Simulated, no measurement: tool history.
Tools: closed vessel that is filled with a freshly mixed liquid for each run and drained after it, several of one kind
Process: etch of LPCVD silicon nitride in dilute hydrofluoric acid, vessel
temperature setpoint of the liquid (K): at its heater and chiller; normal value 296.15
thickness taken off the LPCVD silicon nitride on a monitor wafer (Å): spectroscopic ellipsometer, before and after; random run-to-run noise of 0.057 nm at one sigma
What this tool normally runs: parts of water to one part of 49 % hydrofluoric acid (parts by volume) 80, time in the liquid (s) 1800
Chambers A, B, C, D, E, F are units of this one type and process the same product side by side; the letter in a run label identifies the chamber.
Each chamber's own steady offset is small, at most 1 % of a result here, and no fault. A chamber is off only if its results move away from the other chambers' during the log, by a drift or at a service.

| run | hour | temperature setpoint of the liquid (K) | parts of water to one part of 49 % hydrofluoric acid (parts by volume) | time in the liquid (s) | read-back film thickness of the LPCVD silicon nitride reference wafer, read on the same gauge (nm) | thickness taken off the LPCVD silicon nitride on a monitor wafer (Å) |
|---|---|---|---|---|---|---|
| 1C | 5.2 | 296.15 | 80 | 1800 | 149.97 | 114.230 |
| 2F | 10.1 | 296.15 | 80 | 1800 | 150.01 | 113.770 |
| 3D | 14.3 | 296.15 | 80 | 1800 | 150.00 | 114.480 |
| 4B | 19.3 | 296.15 | 80 | 1800 | 150.01 | 115.210 |
| 5A | 25.9 | 296.15 | 80 | 1800 | 149.98 | 113.650 |
| 6E | 34.6 | 296.15 | 80 | 2230 | 149.98 | 142.860 |
| 7D | 40.3 | 296.15 | 80 | 2230 | 150.00 | 141.800 |
| 8A | 45.4 | 296.15 | 80 | 2230 | 150.00 | 141.540 |
| 9C | 53.4 | 296.15 | 80 | 2230 | 149.99 | 140.500 |
| 10E | 58.4 | 296.15 | 80 | 2230 | 150.01 | 143.380 |
| 11B | 67.1 | 296.15 | 80 | 2230 | 150.01 | 142.310 |
| 12F | 71.0 | 296.15 | 80 | 1800 | 150.00 | 112.100 |
| 13E | 79.4 | 296.15 | 80 | 1800 | 150.00 | 116.030 |
| 14A | 87.7 | 296.15 | 80 | 1800 | 149.99 | 114.040 |
| 15D | 94.0 | 296.15 | 80 | 1800 | 149.99 | 113.310 |
| 16F | 99.6 | 296.15 | 80 | 1800 | 150.00 | 112.590 |
| 17B | 105.2 | 292.15 | 65 | 1800 | 149.99 | 107.780 |
| 18C | 109.9 | 292.15 | 65 | 1800 | 150.00 | 105.950 |
| 19E | 113.8 | 292.15 | 65 | 1800 | 149.96 | 107.570 |
| 20F | 119.8 | 292.15 | 65 | 1800 | 150.01 | 105.610 |
| 21D | 123.7 | 292.15 | 65 | 1800 | 150.00 | 105.850 |
| 22A | 130.1 | 292.15 | 65 | 1800 | 150.02 | 106.210 |
| 23C | 135.5 | 296.15 | 80 | 1800 | 149.97 | 113.700 |
| 24B | 140.1 | 296.15 | 80 | 1800 | 149.99 | 114.390 |
| 25F | 145.6 | 296.15 | 80 | 1800 | 150.02 | 113.490 |
| 26B | 150.5 | 296.15 | 80 | 1800 | 150.01 | 113.900 |
| 27A | 157.1 | 296.15 | 80 | 1800 | 150.00 | 114.990 |
| 28E | 163.2 | 296.15 | 80 | 1800 | 149.99 | 115.010 |
| 29C | 168.4 | 296.15 | 80 | 1800 | 150.00 | 113.560 |
|  | 173.8 | chamber B: hydrofluoric acid flow meter replaced |
| 30D | 174.9 | 296.15 | 80 | 1800 | 150.00 | 114.770 |
| 31D | 183.0 | 296.15 | 80 | 1800 | 149.99 | 113.480 |
| 32F | 187.4 | 296.15 | 80 | 1800 | 149.98 | 113.030 |
| 33B | 191.5 | 296.15 | 50 | 1800 | 150.01 | 181.480 |
|  | 193.8 | chamber D: hydrofluoric acid flow meter replaced |
| 34E | 199.7 | 296.15 | 50 | 1800 | 150.02 | 182.160 |
| 35C | 205.3 | 296.15 | 50 | 1800 | 149.98 | 183.290 |
| 36A | 211.7 | 296.15 | 50 | 1800 | 149.99 | 183.570 |
| 37C | 218.9 | 296.15 | 50 | 1800 | 149.99 | 184.780 |
| 38B | 224.5 | 296.15 | 50 | 1800 | 150.02 | 182.590 |
| 39D | 232.0 | 296.15 | 80 | 1800 | 150.01 | 114.910 |
| 40E | 236.6 | 296.15 | 80 | 1145 | 149.99 | 72.857 |
| 41F | 242.1 | 296.15 | 80 | 1145 | 150.01 | 72.061 |
| 42A | 247.7 | 296.15 | 80 | 1145 | 150.01 | 72.795 |

Decide between three cases: one chamber stands off from its peers, the gauge reading all wafers drifts, or nothing is wrong past each chamber's small offset. Where a chamber is off, say which and what most likely put it there.

The fleet is healthy, with each chamber sitting at its usual small offset and no drift in the gauge.
